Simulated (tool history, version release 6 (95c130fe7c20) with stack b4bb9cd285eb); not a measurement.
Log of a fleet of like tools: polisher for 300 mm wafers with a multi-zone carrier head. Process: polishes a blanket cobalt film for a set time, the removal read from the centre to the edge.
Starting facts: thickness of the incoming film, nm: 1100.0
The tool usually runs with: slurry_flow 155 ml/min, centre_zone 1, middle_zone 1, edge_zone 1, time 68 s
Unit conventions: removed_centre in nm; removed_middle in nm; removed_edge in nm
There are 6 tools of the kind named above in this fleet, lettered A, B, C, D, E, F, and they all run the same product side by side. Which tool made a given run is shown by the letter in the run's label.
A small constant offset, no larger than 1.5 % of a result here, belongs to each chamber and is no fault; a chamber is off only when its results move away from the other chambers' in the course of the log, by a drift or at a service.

| run | day | slurry_flow | centre_zone | middle_zone | edge_zone | time | wafers polished on this pad | hours since the slurry nozzle was cleaned | hours since the centre zone pressure was calibrated | hours since the edge zone pressure was calibrated | removed_centre | removed_middle | removed_edge |
|---|---|---|---|---|---|---|---|---|---|---|---|---|---|
| 1B | 0.221 | 155 | 1 | 1 | 1 | 68 | 171 | 321.5 | 154.5 | 615.1 | 358.37 | 357.36 | 359.02 |
| 2D | 0.396 | 155 | 1 | 1 | 1 | 68 | 397 | 159.8 | 713.5 | 80.4 | 360.34 | 364.76 | 360.16 |
| 3A | 0.55 | 155 | 1 | 1 | 1 | 68 | 603 | 77.6 | 131.2 | 60.7 | 366.88 | 362.69 | 352.52 |
| 4E | 0.717 | 155 | 1 | 1 | 1 | 68 | 723 | 200 | 626.2 | 493 | 352.53 | 361.07 | 367.53 |
|  | 0.862 | chamber A: worn pad replaced by a new one |
| 5F | 0.946 | 155 | 1 | 1 | 1 | 68 | 911 | 83.6 | 214.4 | 346.1 | 370.27 | 364.02 | 365.53 |
|  | 1.038 | chamber F: worn pad replaced by a new one |
| 6C | 1.2 | 155 | 1 | 1 | 1 | 68 | 471 | 404.8 | 913.9 | 559.5 | 366.77 | 364.4 | 362.85 |
| 7F | 1.425 | 155 | 1 | 1 | 1 | 68 | 57 | 95.1 | 225.9 | 357.6 | 363.12 | 356.82 | 360.45 |
| 8D | 1.588 | 155 | 1 | 1 | 1 | 68 | 572 | 188.4 | 742.1 | 109 | 366.15 | 363.13 | 357.78 |
| 9B | 1.704 | 155 | 0.95 | 1 | 0.92 | 68 | 389 | 357.1 | 190.1 | 650.7 | 331.71 | 363.02 | 347.14 |
| 10E | 1.825 | 155 | 0.95 | 1 | 0.92 | 68 | 887 | 226.6 | 652.8 | 519.6 | 333.62 | 351.04 | 353.72 |
| 11C | 2.062 | 155 | 0.95 | 1 | 0.92 | 68 | 598 | 425.5 | 934.6 | 580.2 | 327.88 | 352.29 | 342.35 |
|  | 2.212 | chamber C: slurry nozzle cleaned |
| 12A | 2.292 | 155 | 0.95 | 1 | 0.92 | 68 | 210 | 119.4 | 173 | 102.5 | 347.6 | 363.72 | 353.09 |
| 13F | 2.408 | 155 | 0.95 | 1 | 0.92 | 68 | 202 | 118.7 | 249.5 | 381.2 | 333.89 | 360.17 | 353.39 |
|  | 2.512 | chamber B: edge zone pressure recalibrated |
| 14E | 2.642 | 155 | 0.95 | 1 | 0.92 | 68 | 1007 | 246.2 | 672.4 | 539.2 | 336.93 | 353.14 | 340.11 |
| 15C | 2.871 | 155 | 1 | 1 | 1 | 68 | 717 | 15.8 | 954 | 599.6 | 360.28 | 356.01 | 370.56 |
| 16A | 3.029 | 155 | 1 | 1 | 1 | 68 | 319 | 137.1 | 190.7 | 120.2 | 366.01 | 362.95 | 357.67 |
| 17D | 3.229 | 155 | 1 | 1 | 1 | 68 | 814 | 227.8 | 781.5 | 148.4 | 366 | 364.6 | 355.93 |
|  | 3.267 | chamber E: slurry nozzle cleaned |
|  | 3.325 | chamber C: worn pad replaced by a new one |
| 18B | 3.458 | 155 | 1 | 1 | 1 | 68 | 648 | 399.2 | 232.2 | 22.7 | 360.51 | 361.92 | 360.25 |
| 19B | 3.596 | 155 | 1 | 1 | 1 | 68 | 668 | 402.5 | 235.5 | 26 | 353.41 | 362.04 | 364.01 |
| 20D | 3.85 | 155 | 1 | 1 | 1 | 68 | 905 | 242.7 | 796.4 | 163.3 | 349.57 | 362.5 | 367.54 |
| 21C | 3.992 | 155 | 1 | 1 | 1 | 68 | 98 | 42.7 | 980.9 | 626.5 | 353.95 | 358.96 | 361.87 |
| 22F | 4.167 | 155 | 1 | 1 | 1 | 68 | 461 | 160.9 | 291.7 | 423.4 | 357.03 | 359.79 | 361.34 |
| 23A | 4.342 | 155 | 1 | 1 | 1 | 68 | 512 | 168.6 | 222.2 | 151.7 | 357.04 | 366.26 | 353.86 |
| 24E | 4.5 | 155 | 1.09 | 1 | 1 | 68 | 1281 | 29.7 | 717 | 583.8 | 375.59 | 337.06 | 346.47 |
|  | 4.571 | chamber B: worn pad replaced by a new one |
| 25E | 4.625 | 155 | 1.09 | 1 | 1 | 68 | 1299 | 32.7 | 720 | 586.8 | 372.38 | 338.64 | 351.95 |
| 26D | 4.788 | 155 | 1.09 | 1 | 1 | 68 | 1043 | 265.2 | 818.9 | 185.8 | 395.83 | 369.09 | 362.88 |
| 27F | 4.988 | 155 | 1.09 | 1 | 1 | 68 | 581 | 180.6 | 311.4 | 443.1 | 397.29 | 356.63 | 362.31 |
|  | 5.129 | chamber A: worn pad replaced by a new one |
| 28C | 5.175 | 155 | 1.09 | 1 | 1 | 68 | 272 | 71.1 | 1009.3 | 654.9 | 394.42 | 362.93 | 355.67 |
| 29B | 5.358 | 155 | 1.09 | 1 | 1 | 68 | 116 | 444.8 | 277.8 | 68.3 | 399.88 | 358.92 | 357.83 |
| 30A | 5.562 | 155 | 1 | 1 | 1 | 68 | 64 | 197.9 | 251.5 | 181 | 356.53 | 362.14 | 353.1 |
| 31D | 5.696 | 155 | 1 | 1 | 0.92 | 91 | 1177 | 287 | 840.7 | 207.6 | 480.13 | 485.16 | 460.76 |
| 32F | 5.954 | 155 | 1 | 1 | 0.92 | 91 | 724 | 203.8 | 334.6 | 466.3 | 481.81 | 477.57 | 466.7 |
|  | 6.125 | chamber D: slurry nozzle cleaned |
| 33A | 6.2 | 155 | 1 | 1 | 0.92 | 91 | 158 | 213.2 | 266.8 | 196.3 | 498.94 | 484.8 | 468.19 |
| 34C | 6.342 | 155 | 1 | 1 | 0.92 | 91 | 444 | 99.1 | 1037.3 | 682.9 | 473.68 | 478.53 | 460.49 |
| 35B | 6.6 | 155 | 1 | 1 | 0.92 | 91 | 299 | 474.6 | 307.6 | 98.1 | 493.73 | 483.94 | 459.54 |
| 36E | 6.754 | 155 | 1 | 1 | 0.92 | 91 | 1613 | 83.8 | 771.1 | 637.9 | 438.43 | 430.77 | 420.95 |
| 37E | 6.992 | 155 | 1 | 1 | 1 | 68 | 1648 | 89.5 | 776.8 | 643.6 | 315.8 | 320.86 | 335.36 |
| 38D | 7.175 | 155 | 1 | 1 | 1 | 68 | 1395 | 25.2 | 876.2 | 243.1 | 361.31 | 360.71 | 367.83 |

All 6 chambers run these settings next. Forecast each chamber's results:
| 39A | 7.362 | 155 | 1 | 1.06 | 1 | 68 |  |  |  |  | ? | ? | ? |
| 39B | 7.362 | 155 | 1 | 1.06 | 1 | 68 |  |  |  |  | ? | ? | ? |
| 39C | 7.362 | 155 | 1 | 1.06 | 1 | 68 |  |  |  |  | ? | ? | ? |
| 39D | 7.362 | 155 | 1 | 1.06 | 1 | 68 |  |  |  |  | ? | ? | ? |
| 39E | 7.362 | 155 | 1 | 1.06 | 1 | 68 |  |  |  |  | ? | ? | ? |
| 39F | 7.362 | 155 | 1 | 1.06 | 1 | 68 |  |  |  |  | ? | ? | ? |

| run | removed_centre | removed_middle | removed_edge |
|---|---|---|---|
| 39A | 358.33 | 382.68 | 358.99 |
| 39B | 361.91 | 384.15 | 362.2 |
| 39C | 365.55 | 382.33 | 360.78 |
| 39D | 367.31 | 385.28 | 364.87 |
| 39E | 330.02 | 340.61 | 329.32 |
| 39F | 363.47 | 387.99 | 355.3 |

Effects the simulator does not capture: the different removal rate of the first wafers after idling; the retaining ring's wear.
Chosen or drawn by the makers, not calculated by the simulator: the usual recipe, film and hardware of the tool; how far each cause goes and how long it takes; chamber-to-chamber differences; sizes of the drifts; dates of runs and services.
